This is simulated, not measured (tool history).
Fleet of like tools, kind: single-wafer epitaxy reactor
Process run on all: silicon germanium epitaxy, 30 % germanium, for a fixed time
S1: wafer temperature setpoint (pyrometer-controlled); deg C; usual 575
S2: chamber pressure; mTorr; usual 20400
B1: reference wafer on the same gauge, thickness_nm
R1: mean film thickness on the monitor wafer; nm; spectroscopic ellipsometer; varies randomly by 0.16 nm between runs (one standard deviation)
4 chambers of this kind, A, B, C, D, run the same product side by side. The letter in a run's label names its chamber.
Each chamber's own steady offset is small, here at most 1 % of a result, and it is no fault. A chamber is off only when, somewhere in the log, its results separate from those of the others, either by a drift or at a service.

run,day,S1,S2,B1,R1
1C,0.212,575,20400,44.005,36.527
2D,0.596,575,20400,44.038,37.048
3B,0.896,575,20400,44.013,36.699
4A,1.088,575,20400,44.021,36.970
5B,1.358,575,20400,44.004,37.146
6D,1.729,575,20400,44.013,36.881
7A,1.996,581,20400,44.000,41.472
8C,2.333,581,20400,44.041,41.127
9A,2.567,581,20400,43.940,41.451
10B,2.796,581,20400,43.963,41.846
11C,3.179,582,22700,43.965,44.449
12D,3.438,582,22700,44.013,44.454
13C,3.683,582,22700,43.971,44.006
14D,3.954,582,22700,44.003,44.299
15B,4.292,575,20400,44.005,37.134
16A,4.654,575,16100,44.013,33.804
17D,4.867,575,16100,44.014,33.688
18A,5.050,575,16100,44.046,33.736
19B,5.362,575,16100,43.991,33.798
20C,5.738,575,20400,43.994,36.562
21D,6.142,575,20400,43.994,37.167
22A,6.525,575,20400,43.966,36.941
23C,6.725,575,20400,43.986,36.703
24B,7.092,575,20400,44.016,36.653
25A,7.288,575,20400,43.983,37.059
26C,7.604,575,20400,44.018,36.535
27D,7.792,575,20400,43.997,37.086
28B,8.104,575,17200,43.994,34.473
29A,8.367,575,17200,43.953,34.523
30C,8.667,575,17200,44.039,34.373
31D,8.975,575,17200,44.053,34.638
32B,9.167,575,20400,43.963,36.964
33A,9.438,575,20400,44.029,37.242
34B,9.746,561,20400,43.920,28.124
35C,10.112,561,20400,44.041,27.358
36D,10.392,561,20400,44.041,28.221
37D,10.679,561,20400,44.035,28.136
38C,10.854,575,25200,44.001,39.414
39B,11.096,575,25200,44.029,40.214
40A,11.475,575,25200,44.051,40.193
41B,11.771,575,25200,43.979,40.478
42A,12.112,575,20400,43.981,37.086
43C,12.375,584,22600,44.008,44.669

The same settings go to every chamber for the next run, one line per chamber below. Forecast the results for each:
44A,12.662,589,20400,,?
44B,12.662,589,20400,,?
44C,12.662,589,20400,,?
44D,12.662,589,20400,,?

run,R1
44A,48.176
44B,48.268
44C,46.978
44D,47.988
